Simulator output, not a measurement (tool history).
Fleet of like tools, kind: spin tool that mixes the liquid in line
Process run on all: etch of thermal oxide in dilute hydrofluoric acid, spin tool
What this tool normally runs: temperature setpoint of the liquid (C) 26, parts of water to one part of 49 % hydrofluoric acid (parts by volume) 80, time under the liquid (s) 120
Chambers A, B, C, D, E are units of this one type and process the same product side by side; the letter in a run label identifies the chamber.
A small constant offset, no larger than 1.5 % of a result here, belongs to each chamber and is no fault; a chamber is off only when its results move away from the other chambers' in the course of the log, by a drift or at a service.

run	day	temperature setpoint of the liquid (C)	parts of water to one part of 49 % hydrofluoric acid (parts by volume)	time under the liquid (s)	hours since the thermometer was replaced	hours since the hydrofluoric acid flow meter was replaced	read-back film thickness of the thermal oxide reference wafer, read on the same gauge (nm)	thickness taken off the thermal oxide on a monitor wafer (angstrom)
1E	0.2	26	80	120	1807	134.1	80.009	78.484
2B	0.458	26	80	120	257.6	1778.9	80.014	78.672
3C	0.704	26	80	120	411.9	1088	79.999	78.999
4D	0.85	26	80	120	148.8	808.9	79.986	78.272
5A	1.096	26	80	120	867.1	343.6	79.996	77.804
6B	1.379	26	80	85	279.7	1801	80.003	56.016
7E	1.633	26	80	85	1841.4	168.5	79.992	55.325
8A	1.917	26	80	85	886.8	363.3	79.984	54.241
9D	2.067	26	80	85	178	838.1	80.021	55.165
10C	2.304	26	80	85	450.3	1126.4	80.006	56.243
11B	2.588	26	80	120	308.7	1830	79.975	78.762
12E	2.8	26	80	120	1869.4	196.5	79.997	77.961
13A	3.038	26	80	120	913.7	390.2	80.006	77.364
14D	3.175	26	80	120	204.6	864.7	80.015	78.185
15C	3.458	26	80	120	478	1154.1	80.002	78.457
16C	3.646	26	80	120	482.5	1158.6	80.003	79.228
17D	3.825	26	80	120	220.2	880.3	79.986	78.458
18E	4.121	26	80	120	1901.1	228.2	80.003	78.056
19A	4.254	26	80	120	942.9	419.4	79.984	77.978
20B	4.388	26	80	120	351.9	1873.2	79.994	78.035
21B	4.55	26	105	165	355.8	1877.1	79.988	79.984
22A	4.783	26	105	165	955.6	432.1	79.993	78.082
# day 4.85: chamber B: hydrofluoric acid flow meter replaced
23C	4.954	26	105	165	513.9	1190	80.008	78.674
24D	5.233	26	105	165	254	914.1	80.007	80.341
25E	5.4	26	105	165	1931.8	258.9	79.989	78.912
26D	5.542	26	80	95	261.4	921.5	80	61.788
27E	5.817	26	80	95	1941.8	268.9	80.025	61.701
28A	6.075	26	80	95	986.6	463.1	79.992	61.149
29B	6.271	26	80	95	397.1	34.1	80.007	63.317
30C	6.562	26	80	95	552.5	1228.6	80.011	59.641
31C	6.725	26	80	120	556.4	1232.5	80	74.503
32E	6.929	26	80	120	1968.5	295.6	79.978	78.445
33B	7.092	26	80	120	416.8	53.8	79.983	79.59
34D	7.25	26	80	120	302.4	962.5	79.986	79.906
35A	7.533	26	80	120	1021.6	498.1	80.016	77.311
36C	7.8	26	100	120	582.2	1258.3	80.008	57.768
37A	8.058	26	100	120	1034.2	510.7	80.005	60.939
38D	8.196	26	100	120	325.1	985.2	79.984	61.267
39E	8.429	26	100	120	2004.5	331.6	80	61.074
40B	8.562	26	100	120	452.1	89.1	80.006	61.671
41C	8.788	26	80	120	605.9	1282	80.008	71.484

All chambers now run identical settings, listed one chamber a line with results as question marks. What results will each chamber show?
42A	9.004	26	80	120				?
42B	9.004	26	80	120				?
42C	9.004	26	80	120				?
42D	9.004	26	80	120				?
42E	9.004	26	80	120				?

run	thickness taken off the thermal oxide on a monitor wafer (angstrom)
42A	77.757
42B	78.823
42C	71.008
42D	79.008
42E	78.804
